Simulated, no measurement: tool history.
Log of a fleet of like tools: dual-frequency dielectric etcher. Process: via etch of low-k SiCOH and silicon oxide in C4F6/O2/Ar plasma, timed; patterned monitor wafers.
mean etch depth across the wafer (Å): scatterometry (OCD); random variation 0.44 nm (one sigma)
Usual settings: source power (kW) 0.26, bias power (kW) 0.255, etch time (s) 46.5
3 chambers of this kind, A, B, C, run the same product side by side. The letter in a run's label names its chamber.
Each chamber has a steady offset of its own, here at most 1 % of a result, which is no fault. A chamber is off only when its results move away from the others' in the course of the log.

| run | hour | source power (kW) | bias power (kW) | etch time (s) | read-back reference wafer on the same gauge, depth_nm | mean etch depth across the wafer (Å) |
|---|---|---|---|---|---|---|
| 1A | 2.3 | 0.26 | 0.255 | 46.5 | 110.02 | 1163.3 |
| 2C | 4.9 | 0.26 | 0.255 | 46.5 | 110.03 | 1151 |
| 3B | 8.8 | 0.26 | 0.255 | 46.5 | 109.97 | 1149.5 |
| 4B | 12 | 0.26 | 0.255 | 46.5 | 109.96 | 1154.3 |
| 5C | 15.9 | 0.26 | 0.195 | 55 | 109.93 | 1239.1 |
| 6A | 18.1 | 0.26 | 0.195 | 55 | 110.03 | 1252.2 |
| 7A | 21.5 | 0.26 | 0.195 | 55 | 109.94 | 1248.1 |
| 8C | 25.6 | 0.26 | 0.255 | 46.5 | 110.02 | 1147.8 |
| 9B | 27.6 | 0.26 | 0.255 | 46.5 | 110.04 | 1160.1 |
| 10B | 30.8 | 0.26 | 0.255 | 46.5 | 110.04 | 1162.2 |
| 11A | 32.7 | 0.26 | 0.255 | 46.5 | 109.89 | 1161.6 |
| 12C | 35.6 | 0.26 | 0.255 | 46.5 | 109.94 | 1145.1 |
| 13B | 38 | 0.26 | 0.255 | 46.5 | 110 | 1174.5 |
| 14A | 40 | 0.26 | 0.255 | 46.5 | 110.02 | 1157.9 |
| 15C | 43.5 | 0.26 | 0.314 | 57 | 110.04 | 1505.4 |
| 16B | 46 | 0.26 | 0.314 | 57 | 109.97 | 1536.8 |
| 17A | 49.3 | 0.26 | 0.314 | 57 | 110.02 | 1520.6 |
|  | 52.7 | chamber A: wet clean of the chamber |
| 18C | 53 | 0.26 | 0.255 | 46.5 | 110.09 | 1137.9 |
| 19C | 57.2 | 0.26 | 0.255 | 46.5 | 109.97 | 1148.4 |
| 20A | 59.9 | 0.26 | 0.255 | 46.5 | 109.97 | 1160.5 |
| 21B | 63 | 0.26 | 0.255 | 46.5 | 109.96 | 1172.7 |
| 22A | 66.6 | 0.26 | 0.255 | 46.5 | 110.04 | 1159.9 |
| 23B | 69.9 | 0.26 | 0.255 | 46.5 | 110.1 | 1178.2 |
| 24C | 73.8 | 0.26 | 0.255 | 46.5 | 109.97 | 1150.6 |
| 25B | 77.7 | 0.26 | 0.255 | 46.5 | 110.02 | 1192.7 |
| 26A | 79.6 | 0.26 | 0.255 | 46.5 | 110.11 | 1158 |
| 27C | 82.3 | 0.26 | 0.255 | 46.5 | 110.06 | 1147.8 |
| 28B | 85.1 | 0.26 | 0.255 | 46.5 | 109.88 | 1184.6 |
| 29C | 88.8 | 0.26 | 0.255 | 46.5 | 109.96 | 1141.4 |
| 30A | 92.9 | 0.26 | 0.255 | 46.5 | 110.08 | 1157 |
| 31C | 96.9 | 0.26 | 0.255 | 46.5 | 110.05 | 1142.8 |
| 32A | 99.5 | 0.24 | 0.255 | 39.5 | 110.02 | 954.95 |
| 33B | 101.8 | 0.24 | 0.255 | 39.5 | 109.85 | 987.34 |

Is one chamber off against the others, does the gauge drift, or is nothing wrong? If a chamber is off, say which, and what the likeliest cause is.

Chamber B drifts away from the others.
Cause: etch rate over this chamber's usual, % = 3.74.

Here are 4 candidates for chamber B's next run, each the usual settings with a change, their results left as question marks. Which one brings its results back in line with what the others give on the usual settings?
In line means no further than this from the other chambers' mean on the usual settings: mean etch depth across the wafer (Å) 15
| 34B-1 | 104.9 | 0.27 | 0.269 | 46.5 |  | ? |
| 34B-2 | 104.9 | 0.26 | 0.253 | 45 |  | ? |
| 34B-3 | 104.9 | 0.26 | 0.255 | 43 |  | ? |
| 34B-4 | 104.9 | 0.26 | 0.255 | 50.5 |  | ? |

The other chambers' mean on the usual settings: mean etch depth across the wafer (Å) 1153.3
| run | mean etch depth across the wafer (Å) |
|---|---|
| 34B-1 | 1236.3 |
| 34B-2 | 1154.2 |
| 34B-3 | 1106 |
| 34B-4 | 1298.9 |
34B-2 brings the chamber back in line.
